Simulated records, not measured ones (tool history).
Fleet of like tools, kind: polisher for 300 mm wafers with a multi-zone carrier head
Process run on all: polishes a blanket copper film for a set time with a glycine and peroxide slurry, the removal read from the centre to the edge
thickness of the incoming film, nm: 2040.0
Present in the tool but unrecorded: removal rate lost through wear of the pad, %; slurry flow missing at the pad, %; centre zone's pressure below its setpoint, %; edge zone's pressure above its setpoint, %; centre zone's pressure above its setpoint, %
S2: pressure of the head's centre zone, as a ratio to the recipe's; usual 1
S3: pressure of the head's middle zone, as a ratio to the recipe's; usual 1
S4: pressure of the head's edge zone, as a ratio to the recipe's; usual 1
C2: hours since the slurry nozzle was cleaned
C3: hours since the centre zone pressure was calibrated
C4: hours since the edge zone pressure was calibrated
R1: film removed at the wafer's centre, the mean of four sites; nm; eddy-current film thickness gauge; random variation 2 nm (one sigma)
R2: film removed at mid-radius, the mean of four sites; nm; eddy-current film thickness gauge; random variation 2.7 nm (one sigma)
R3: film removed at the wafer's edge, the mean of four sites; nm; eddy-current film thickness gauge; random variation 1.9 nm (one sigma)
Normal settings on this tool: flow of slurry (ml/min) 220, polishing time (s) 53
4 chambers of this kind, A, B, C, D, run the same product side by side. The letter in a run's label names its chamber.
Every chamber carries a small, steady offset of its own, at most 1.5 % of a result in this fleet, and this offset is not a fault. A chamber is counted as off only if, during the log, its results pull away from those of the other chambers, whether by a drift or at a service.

{"run": "1B", "day": 0.15, "flow of slurry (ml/min)": 220, "S2": 1, "S3": 1, "S4": 1, "polishing time (s)": 53, "wafers polished on this pad": 384, "C2": 166, "C3": 102.2, "C4": 448.7, "R1": 240.09, "R2": 241.39, "R3": 239.93}
{"run": "2C", "day": 0.375, "flow of slurry (ml/min)": 220, "S2": 1, "S3": 1, "S4": 1, "polishing time (s)": 53, "wafers polished on this pad": 172, "C2": 643.6, "C3": 21.8, "C4": 1108.1, "R1": 239.26, "R2": 237.06, "R3": 237.65}
{"run": "3D", "day": 0.675, "flow of slurry (ml/min)": 220, "S2": 1, "S3": 1, "S4": 1, "polishing time (s)": 53, "wafers polished on this pad": 470, "C2": 496.6, "C3": 159.9, "C4": 759.8, "R1": 242.7, "R2": 236.77, "R3": 239.52}
{"run": "4A", "day": 0.838, "flow of slurry (ml/min)": 220, "S2": 1, "S3": 1, "S4": 1, "polishing time (s)": 53, "wafers polished on this pad": 318, "C2": 203.5, "C3": 604.2, "C4": 272.6, "R1": 242.67, "R2": 244.02, "R3": 243.44}
{"run": "5A", "day": 1.025, "flow of slurry (ml/min)": 220, "S2": 1, "S3": 1, "S4": 1, "polishing time (s)": 53, "wafers polished on this pad": 359, "C2": 208, "C3": 608.7, "C4": 277.1, "R1": 241.94, "R2": 243.74, "R3": 239.31}
{"run": "6B", "day": 1.233, "flow of slurry (ml/min)": 220, "S2": 1, "S3": 1, "S4": 1, "polishing time (s)": 53, "wafers polished on this pad": 623, "C2": 192, "C3": 128.2, "C4": 474.7, "R1": 241.37, "R2": 241.04, "R3": 239.64}
{"day": 1.279, "done": "chamber B: slurry nozzle cleaned"}
{"run": "7D", "day": 1.396, "flow of slurry (ml/min)": 220, "S2": 1, "S3": 1, "S4": 1, "polishing time (s)": 53, "wafers polished on this pad": 629, "C2": 513.9, "C3": 177.2, "C4": 777.1, "R1": 241.11, "R2": 243.98, "R3": 236.83}
{"run": "8C", "day": 1.604, "flow of slurry (ml/min)": 220, "S2": 1, "S3": 1, "S4": 1, "polishing time (s)": 53, "wafers polished on this pad": 443, "C2": 673.1, "C3": 51.3, "C4": 1137.6, "R1": 237.87, "R2": 240.7, "R3": 241}
{"day": 1.692, "done": "chamber B: worn pad replaced by a new one"}
{"run": "9A", "day": 1.871, "flow of slurry (ml/min)": 220, "S2": 0.93, "S3": 1, "S4": 1, "polishing time (s)": 53, "wafers polished on this pad": 546, "C2": 228.3, "C3": 629, "C4": 297.4, "R1": 224.66, "R2": 244.56, "R3": 243.31}
{"run": "10C", "day": 2.112, "flow of slurry (ml/min)": 220, "S2": 0.93, "S3": 1, "S4": 1, "polishing time (s)": 53, "wafers polished on this pad": 556, "C2": 685.3, "C3": 63.5, "C4": 1149.8, "R1": 220.83, "R2": 240.94, "R3": 241.48}
{"day": 2.2, "done": "chamber A: worn pad replaced by a new one"}
{"day": 2.275, "done": "chamber D: worn pad replaced by a new one"}
{"run": "11D", "day": 2.408, "flow of slurry (ml/min)": 220, "S2": 0.93, "S3": 1, "S4": 1, "polishing time (s)": 53, "wafers polished on this pad": 29, "C2": 538.2, "C3": 201.5, "C4": 801.4, "R1": 220.6, "R2": 240.88, "R3": 241.16}
{"run": "12B", "day": 2.679, "flow of slurry (ml/min)": 220, "S2": 0.93, "S3": 1, "S4": 1, "polishing time (s)": 53, "wafers polished on this pad": 218, "C2": 33.7, "C3": 162.9, "C4": 509.4, "R1": 219.42, "R2": 243.54, "R3": 239}
{"run": "13C", "day": 2.867, "flow of slurry (ml/min)": 220, "S2": 1, "S3": 1, "S4": 1, "polishing time (s)": 53, "wafers polished on this pad": 722, "C2": 703.4, "C3": 81.6, "C4": 1167.9, "R1": 238.83, "R2": 235.18, "R3": 241.47}
{"day": 3.075, "done": "chamber D: edge zone pressure recalibrated"}
{"run": "14D", "day": 3.133, "flow of slurry (ml/min)": 220, "S2": 1, "S3": 1, "S4": 1, "polishing time (s)": 53, "wafers polished on this pad": 189, "C2": 555.6, "C3": 218.9, "C4": 1.4, "R1": 243.5, "R2": 237.51, "R3": 236.76}
{"run": "15A", "day": 3.3, "flow of slurry (ml/min)": 220, "S2": 1, "S3": 1, "S4": 1, "polishing time (s)": 53, "wafers polished on this pad": 243, "C2": 262.6, "C3": 663.3, "C4": 331.7, "R1": 242.43, "R2": 241.53, "R3": 243.42}
{"day": 3.317, "done": "chamber A: centre zone pressure recalibrated"}
{"run": "16B", "day": 3.442, "flow of slurry (ml/min)": 220, "S2": 1, "S3": 1, "S4": 1, "polishing time (s)": 53, "wafers polished on this pad": 387, "C2": 52, "C3": 181.2, "C4": 527.7, "R1": 241.22, "R2": 248, "R3": 241.24}
{"run": "17B", "day": 3.721, "flow of slurry (ml/min)": 220, "S2": 1, "S3": 1, "S4": 1, "polishing time (s)": 53, "wafers polished on this pad": 448, "C2": 58.7, "C3": 187.9, "C4": 534.4, "R1": 238.99, "R2": 243.92, "R3": 241.62}
{"day": 3.842, "done": "chamber C: slurry nozzle cleaned"}
{"run": "18D", "day": 4.0, "flow of slurry (ml/min)": 220, "S2": 1, "S3": 1, "S4": 1, "polishing time (s)": 53, "wafers polished on this pad": 380, "C2": 576.4, "C3": 239.7, "C4": 22.2, "R1": 240.87, "R2": 238.36, "R3": 236.63}
{"day": 4.2, "done": "chamber C: worn pad replaced by a new one"}
{"run": "19C", "day": 4.262, "flow of slurry (ml/min)": 220, "S2": 1, "S3": 1, "S4": 1, "polishing time (s)": 53, "wafers polished on this pad": 13, "C2": 10.1, "C3": 115.1, "C4": 1201.4, "R1": 240.31, "R2": 245.64, "R3": 238.79}
{"run": "20A", "day": 4.546, "flow of slurry (ml/min)": 220, "S2": 1, "S3": 1, "S4": 1, "polishing time (s)": 53, "wafers polished on this pad": 518, "C2": 292.5, "C3": 29.5, "C4": 361.6, "R1": 223.77, "R2": 248.15, "R3": 242.91}
{"day": 4.608, "done": "chamber B: worn pad replaced by a new one"}
{"run": "21A", "day": 4.771, "flow of slurry (ml/min)": 220, "S2": 1, "S3": 1, "S4": 1, "polishing time (s)": 53, "wafers polished on this pad": 568, "C2": 297.9, "C3": 34.9, "C4": 367, "R1": 224.71, "R2": 238.23, "R3": 240.41}
{"day": 4.833, "done": "chamber A: worn pad replaced by a new one"}
{"run": "22B", "day": 4.975, "flow of slurry (ml/min)": 220, "S2": 1, "S3": 1, "S4": 1, "polishing time (s)": 53, "wafers polished on this pad": 81, "C2": 88.8, "C3": 218, "C4": 564.5, "R1": 242.16, "R2": 240.39, "R3": 244.13}
{"run": "23D", "day": 5.2, "flow of slurry (ml/min)": 220, "S2": 1, "S3": 1, "S4": 1, "polishing time (s)": 53, "wafers polished on this pad": 645, "C2": 605.2, "C3": 268.5, "C4": 51, "R1": 240.42, "R2": 238.66, "R3": 240.57}
{"run": "24C", "day": 5.362, "flow of slurry (ml/min)": 220, "S2": 1, "S3": 1, "S4": 1, "polishing time (s)": 53, "wafers polished on this pad": 256, "C2": 36.5, "C3": 141.5, "C4": 1227.8, "R1": 235.19, "R2": 242.79, "R3": 240.59}
{"run": "25D", "day": 5.65, "flow of slurry (ml/min)": 220, "S2": 1, "S3": 1, "S4": 1, "polishing time (s)": 53, "wafers polished on this pad": 745, "C2": 616, "C3": 279.3, "C4": 61.8, "R1": 242.55, "R2": 238.06, "R3": 239.13}
{"run": "26C", "day": 5.908, "flow of slurry (ml/min)": 220, "S2": 1, "S3": 1, "S4": 1, "polishing time (s)": 53, "wafers polished on this pad": 377, "C2": 49.6, "C3": 154.6, "C4": 1240.9, "R1": 239.84, "R2": 240.82, "R3": 242.27}
{"day": 6.1, "done": "chamber D: worn pad replaced by a new one"}
{"run": "27A", "day": 6.183, "flow of slurry (ml/min)": 220, "S2": 1, "S3": 1, "S4": 1, "polishing time (s)": 53, "wafers polished on this pad": 298, "C2": 331.8, "C3": 68.8, "C4": 400.9, "R1": 223.78, "R2": 238.91, "R3": 242.85}
{"day": 6.288, "done": "chamber C: edge zone pressure recalibrated"}
{"run": "28B", "day": 6.458, "flow of slurry (ml/min)": 220, "S2": 1, "S3": 1, "S4": 1, "polishing time (s)": 53, "wafers polished on this pad": 409, "C2": 124.4, "C3": 253.6, "C4": 600.1, "R1": 241.34, "R2": 245.87, "R3": 237.38}
{"run": "29D", "day": 6.708, "flow of slurry (ml/min)": 220, "S2": 1, "S3": 1, "S4": 1, "polishing time (s)": 53, "wafers polished on this pad": 134, "C2": 641.4, "C3": 304.7, "C4": 87.2, "R1": 237.09, "R2": 237.81, "R3": 241.75}
{"run": "30B", "day": 6.962, "flow of slurry (ml/min)": 220, "S2": 1, "S3": 0.89, "S4": 1, "polishing time (s)": 53, "wafers polished on this pad": 520, "C2": 136.5, "C3": 265.7, "C4": 612.2, "R1": 238.55, "R2": 216.06, "R3": 240.95}
{"run": "31C", "day": 7.096, "flow of slurry (ml/min)": 220, "S2": 1, "S3": 0.89, "S4": 1, "polishing time (s)": 53, "wafers polished on this pad": 639, "C2": 78.1, "C3": 183.1, "C4": 19.5, "R1": 238.58, "R2": 216.76, "R3": 240.57}
{"run": "32A", "day": 7.354, "flow of slurry (ml/min)": 220, "S2": 1, "S3": 0.89, "S4": 1, "polishing time (s)": 53, "wafers polished on this pad": 557, "C2": 359.9, "C3": 96.9, "C4": 429, "R1": 222.42, "R2": 220.31, "R3": 243.34}
{"day": 7.412, "done": "chamber D: centre zone pressure recalibrated"}
{"run": "33A", "day": 7.604, "flow of slurry (ml/min)": 220, "S2": 1, "S3": 0.89, "S4": 1, "polishing time (s)": 53, "wafers polished on this pad": 612, "C2": 365.9, "C3": 102.9, "C4": 435, "R1": 223.58, "R2": 221.21, "R3": 246.89}
{"day": 7.754, "done": "chamber B: worn pad replaced by a new one"}
{"day": 7.858, "done": "chamber A: worn pad replaced by a new one"}
{"run": "34C", "day": 7.879, "flow of slurry (ml/min)": 220, "S2": 1, "S3": 1, "S4": 1, "polishing time (s)": 53, "wafers polished on this pad": 812, "C2": 96.9, "C3": 201.9, "C4": 38.3, "R1": 237.45, "R2": 241.65, "R3": 240.43}
{"run": "35B", "day": 8.125, "flow of slurry (ml/min)": 220, "S2": 1, "S3": 1, "S4": 1, "polishing time (s)": 53, "wafers polished on this pad": 82, "C2": 164.4, "C3": 293.6, "C4": 640.1, "R1": 239.35, "R2": 239.46, "R3": 244.58}
{"day": 8.3, "done": "chamber C: worn pad replaced by a new one"}
{"run": "36D", "day": 8.342, "flow of slurry (ml/min)": 220, "S2": 1, "S3": 1, "S4": 1, "polishing time (s)": 53, "wafers polished on this pad": 495, "C2": 680.6, "C3": 22.4, "C4": 126.4, "R1": 237.88, "R2": 241.48, "R3": 237.11}
{"run": "37B", "day": 8.554, "flow of slurry (ml/min)": 220, "S2": 1, "S3": 1, "S4": 1, "polishing time (s)": 53, "wafers polished on this pad": 177, "C2": 174.7, "C3": 303.9, "C4": 650.4, "R1": 238.2, "R2": 240.13, "R3": 241.49}
{"run": "38A", "day": 8.742, "flow of slurry (ml/min)": 220, "S2": 1, "S3": 1, "S4": 1, "polishing time (s)": 53, "wafers polished on this pad": 195, "C2": 393.2, "C3": 130.2, "C4": 462.3, "R1": 225.39, "R2": 242.83, "R3": 245.61}
{"run": "39C", "day": 9.033, "flow of slurry (ml/min)": 220, "S2": 1, "S3": 1, "S4": 1, "polishing time (s)": 53, "wafers polished on this pad": 162, "C2": 124.6, "C3": 229.6, "C4": 66, "R1": 237.6, "R2": 245.86, "R3": 242.99}
{"run": "40D", "day": 9.233, "flow of slurry (ml/min)": 220, "S2": 1, "S3": 1, "S4": 1, "polishing time (s)": 53, "wafers polished on this pad": 692, "C2": 702, "C3": 43.8, "C4": 147.8, "R1": 239.96, "R2": 238.15, "R3": 237.08}
{"run": "41B", "day": 9.529, "flow of slurry (ml/min)": 260, "S2": 1, "S3": 1, "S4": 1, "polishing time (s)": 62, "wafers polished on this pad": 392, "C2": 198.1, "C3": 327.3, "C4": 673.8, "R1": 290.36, "R2": 284.4, "R3": 287.06}
{"run": "42A", "day": 9.804, "flow of slurry (ml/min)": 260, "S2": 1, "S3": 1, "S4": 1, "polishing time (s)": 62, "wafers polished on this pad": 430, "C2": 418.7, "C3": 155.7, "C4": 487.8, "R1": 265.54, "R2": 293.33, "R3": 291.22}
{"run": "43D", "day": 10.008, "flow of slurry (ml/min)": 260, "S2": 1, "S3": 1, "S4": 1, "polishing time (s)": 62, "wafers polished on this pad": 863, "C2": 720.6, "C3": 62.4, "C4": 166.4, "R1": 290.84, "R2": 287.47, "R3": 284.82}
{"run": "44C", "day": 10.217, "flow of slurry (ml/min)": 260, "S2": 1, "S3": 1, "S4": 1, "polishing time (s)": 62, "wafers polished on this pad": 423, "C2": 153, "C3": 258, "C4": 94.4, "R1": 283.31, "R2": 293.94, "R3": 280.96}

Each of the 4 chambers runs these same settings next. Fill in every chamber's results:
{"run": "45A", "day": 10.429, "flow of slurry (ml/min)": 290, "S2": 1, "S3": 1, "S4": 1, "polishing time (s)": 53, "R1": "?", "R2": "?", "R3": "?"}
{"run": "45B", "day": 10.429, "flow of slurry (ml/min)": 290, "S2": 1, "S3": 1, "S4": 1, "polishing time (s)": 53, "R1": "?", "R2": "?", "R3": "?"}
{"run": "45C", "day": 10.429, "flow of slurry (ml/min)": 290, "S2": 1, "S3": 1, "S4": 1, "polishing time (s)": 53, "R1": "?", "R2": "?", "R3": "?"}
{"run": "45D", "day": 10.429, "flow of slurry (ml/min)": 290, "S2": 1, "S3": 1, "S4": 1, "polishing time (s)": 53, "R1": "?", "R2": "?", "R3": "?"}

run=45A R1=228.83 R2=251.91 R3=248.14
run=45B R1=249.6 R2=251.35 R3=244.67
run=45C R1=244.95 R2=247.79 R3=246.88
run=45D R1=248.7 R2=247.51 R3=241.63
